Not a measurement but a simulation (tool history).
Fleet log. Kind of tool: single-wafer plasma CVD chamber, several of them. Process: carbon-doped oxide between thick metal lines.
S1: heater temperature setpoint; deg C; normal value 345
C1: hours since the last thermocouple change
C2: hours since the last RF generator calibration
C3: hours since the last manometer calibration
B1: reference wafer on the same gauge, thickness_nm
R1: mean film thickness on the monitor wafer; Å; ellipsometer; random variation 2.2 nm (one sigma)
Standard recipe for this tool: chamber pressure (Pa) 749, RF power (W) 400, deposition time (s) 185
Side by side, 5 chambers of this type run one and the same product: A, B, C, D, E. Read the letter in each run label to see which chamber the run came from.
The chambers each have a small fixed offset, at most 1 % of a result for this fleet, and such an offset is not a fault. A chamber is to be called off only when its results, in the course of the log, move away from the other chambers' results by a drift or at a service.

run 1D hour=5.1 | S1=345 chamber_pressure_(Pa)=749 RF_power_(W)=400 deposition_time_(s)=185 | C1=1465.2 C2=19.6 C3=1711 | B1=741.29 | R1=8297.8
run 2A hour=10.2 | S1=345 chamber_pressure_(Pa)=749 RF_power_(W)=400 deposition_time_(s)=185 | C1=2601.7 C2=490.3 C3=932.7 | B1=740.81 | R1=8290.3
run 3E hour=14.4 | S1=345 chamber_pressure_(Pa)=749 RF_power_(W)=400 deposition_time_(s)=185 | C1=233.4 C2=1394.9 C3=191.6 | B1=740.62 | R1=8278.9
run 4C hour=18.8 | S1=345 chamber_pressure_(Pa)=749 RF_power_(W)=400 deposition_time_(s)=185 | C1=1056 C2=1317.3 C3=675.2 | B1=741.36 | R1=8183.4
run 5B hour=24.2 | S1=345 chamber_pressure_(Pa)=749 RF_power_(W)=400 deposition_time_(s)=185 | C1=1389.7 C2=631.3 C3=2179.9 | B1=740.79 | R1=8195.3
run 6C hour=29.2 | S1=345 chamber_pressure_(Pa)=749 RF_power_(W)=400 deposition_time_(s)=185 | C1=1066.4 C2=1327.7 C3=685.6 | B1=741.29 | R1=8172.9
run 7E hour=35.9 | S1=345 chamber_pressure_(Pa)=749 RF_power_(W)=400 deposition_time_(s)=185 | C1=254.9 C2=1416.4 C3=213.1 | B1=740.19 | R1=8282.5
run 8B hour=42.8 | S1=345 chamber_pressure_(Pa)=749 RF_power_(W)=400 deposition_time_(s)=185 | C1=1408.3 C2=649.9 C3=2198.5 | B1=741.2 | R1=8213.5
run 9A hour=47.2 | S1=345 chamber_pressure_(Pa)=749 RF_power_(W)=400 deposition_time_(s)=185 | C1=2638.7 C2=527.3 C3=969.7 | B1=741.22 | R1=8255.4
run 10D hour=52.4 | S1=345 chamber_pressure_(Pa)=875 RF_power_(W)=400 deposition_time_(s)=185 | C1=1512.5 C2=66.9 C3=1758.3 | B1=740.71 | R1=8430.6
run 11E hour=57.8 | S1=345 chamber_pressure_(Pa)=875 RF_power_(W)=400 deposition_time_(s)=185 | C1=276.8 C2=1438.3 C3=235 | B1=740.98 | R1=8411.4
run 12C hour=62.5 | S1=345 chamber_pressure_(Pa)=875 RF_power_(W)=400 deposition_time_(s)=185 | C1=1099.7 C2=1361 C3=718.9 | B1=740.48 | R1=8357
run 13A hour=67.6 | S1=345 chamber_pressure_(Pa)=875 RF_power_(W)=400 deposition_time_(s)=185 | C1=2659.1 C2=547.7 C3=990.1 | B1=740.4 | R1=8451.3
run 14D hour=71.1 | S1=345 chamber_pressure_(Pa)=875 RF_power_(W)=400 deposition_time_(s)=185 | C1=1531.2 C2=85.6 C3=1777 | B1=741.1 | R1=8452.3
run 15B hour=76.5 | S1=345 chamber_pressure_(Pa)=749 RF_power_(W)=400 deposition_time_(s)=185 | C1=1442 C2=683.6 C3=2232.2 | B1=741.57 | R1=8204.6
run 16E hour=82.9 | S1=345 chamber_pressure_(Pa)=749 RF_power_(W)=400 deposition_time_(s)=156 | C1=301.9 C2=1463.4 C3=260.1 | B1=741.06 | R1=6991.7
run 17D hour=86.3 | S1=345 chamber_pressure_(Pa)=749 RF_power_(W)=400 deposition_time_(s)=156 | C1=1546.4 C2=100.8 C3=1792.2 | B1=741.15 | R1=6978.6
run 18A hour=92.1 | S1=345 chamber_pressure_(Pa)=749 RF_power_(W)=400 deposition_time_(s)=156 | C1=2683.6 C2=572.2 C3=1014.6 | B1=741.49 | R1=7010.6
run 19B hour=99.3 | S1=345 chamber_pressure_(Pa)=749 RF_power_(W)=400 deposition_time_(s)=156 | C1=1464.8 C2=706.4 C3=2255 | B1=740.88 | R1=6915.7
run 20C hour=102.6 | S1=345 chamber_pressure_(Pa)=749 RF_power_(W)=400 deposition_time_(s)=156 | C1=1139.8 C2=1401.1 C3=759 | B1=740.81 | R1=6925.1
run 21E hour=108.5 | S1=345 chamber_pressure_(Pa)=749 RF_power_(W)=400 deposition_time_(s)=185 | C1=327.5 C2=1489 C3=285.7 | B1=741.31 | R1=8241.4
run 22B hour=113.4 | S1=345 chamber_pressure_(Pa)=749 RF_power_(W)=400 deposition_time_(s)=185 | C1=1478.9 C2=720.5 C3=2269.1 | B1=740.95 | R1=8231.6
run 23C hour=120.5 | S1=345 chamber_pressure_(Pa)=749 RF_power_(W)=400 deposition_time_(s)=185 | C1=1157.7 C2=1419 C3=776.9 | B1=740.81 | R1=8185.5
run 24D hour=125.5 | S1=345 chamber_pressure_(Pa)=749 RF_power_(W)=400 deposition_time_(s)=185 | C1=1585.6 C2=140 C3=1831.4 | B1=741.37 | R1=8280.5
run 25A hour=130.4 | S1=345 chamber_pressure_(Pa)=749 RF_power_(W)=400 deposition_time_(s)=185 | C1=2721.9 C2=610.5 C3=1052.9 | B1=740.85 | R1=8278.6
run 26A hour=134.9 | S1=345 chamber_pressure_(Pa)=749 RF_power_(W)=400 deposition_time_(s)=185 | C1=2726.4 C2=615 C3=1057.4 | B1=741.35 | R1=8280.2
run 27D hour=139.3 | S1=345 chamber_pressure_(Pa)=749 RF_power_(W)=400 deposition_time_(s)=185 | C1=1599.4 C2=153.8 C3=1845.2 | B1=740.96 | R1=8256.3
run 28E hour=145.9 | S1=339 chamber_pressure_(Pa)=749 RF_power_(W)=400 deposition_time_(s)=158 | C1=364.9 C2=1526.4 C3=323.1 | B1=740.9 | R1=7206.9
run 29B hour=152.5 | S1=339 chamber_pressure_(Pa)=749 RF_power_(W)=400 deposition_time_(s)=158 | C1=1518 C2=759.6 C3=2308.2 | B1=741.33 | R1=7135.8
run 30C hour=158.4 | S1=339 chamber_pressure_(Pa)=749 RF_power_(W)=400 deposition_time_(s)=158 | C1=1195.6 C2=1456.9 C3=814.8 | B1=741.41 | R1=7105.8
run 31C hour=163.3 | S1=339 chamber_pressure_(Pa)=749 RF_power_(W)=400 deposition_time_(s)=158 | C1=1200.5 C2=1461.8 C3=819.7 | B1=741.34 | R1=7100.8
run 32B hour=169.6 | S1=339 chamber_pressure_(Pa)=749 RF_power_(W)=400 deposition_time_(s)=158 | C1=1535.1 C2=776.7 C3=2325.3 | B1=740.96 | R1=7117.3
-- hour=174.2 chamber D: capacitance manometer re-zeroed and calibrated
run 33A hour=175.6 | S1=345 chamber_pressure_(Pa)=749 RF_power_(W)=400 deposition_time_(s)=185 | C1=2767.1 C2=655.7 C3=1098.1 | B1=741.39 | R1=8251.9
run 34E hour=181.5 | S1=345 chamber_pressure_(Pa)=749 RF_power_(W)=400 deposition_time_(s)=185 | C1=400.5 C2=1562 C3=358.7 | B1=740.53 | R1=8265.3
run 35D hour=187.1 | S1=345 chamber_pressure_(Pa)=591 RF_power_(W)=400 deposition_time_(s)=185 | C1=1647.2 C2=201.6 C3=13 | B1=741.38 | R1=8021
run 36A hour=191.5 | S1=345 chamber_pressure_(Pa)=591 RF_power_(W)=400 deposition_time_(s)=185 | C1=2783 C2=671.6 C3=1114 | B1=740.77 | R1=7975.4
run 37D hour=197 | S1=345 chamber_pressure_(Pa)=591 RF_power_(W)=400 deposition_time_(s)=185 | C1=1657.1 C2=211.5 C3=22.9 | B1=740.52 | R1=7994.7
run 38E hour=202.8 | S1=345 chamber_pressure_(Pa)=591 RF_power_(W)=400 deposition_time_(s)=185 | C1=421.8 C2=1583.3 C3=380 | B1=740.81 | R1=7978.3
run 39B hour=209.8 | S1=345 chamber_pressure_(Pa)=591 RF_power_(W)=400 deposition_time_(s)=185 | C1=1575.3 C2=816.9 C3=2365.5 | B1=740.9 | R1=7890.6
run 40C hour=213.1 | S1=345 chamber_pressure_(Pa)=749 RF_power_(W)=400 deposition_time_(s)=185 | C1=1250.3 C2=1511.6 C3=869.5 | B1=740.28 | R1=8215
run 41D hour=218 | S1=345 chamber_pressure_(Pa)=749 RF_power_(W)=400 deposition_time_(s)=185 | C1=1678.1 C2=232.5 C3=43.9 | B1=741.11 | R1=8294.6

One chamber off, gauge drift, or nothing amiss beyond the chambers' own small offsets? If it is a chamber, which one, and what is the likeliest cause?

Nothing is wrong: each chamber keeps only its own small, steady offset and the gauge holds still.
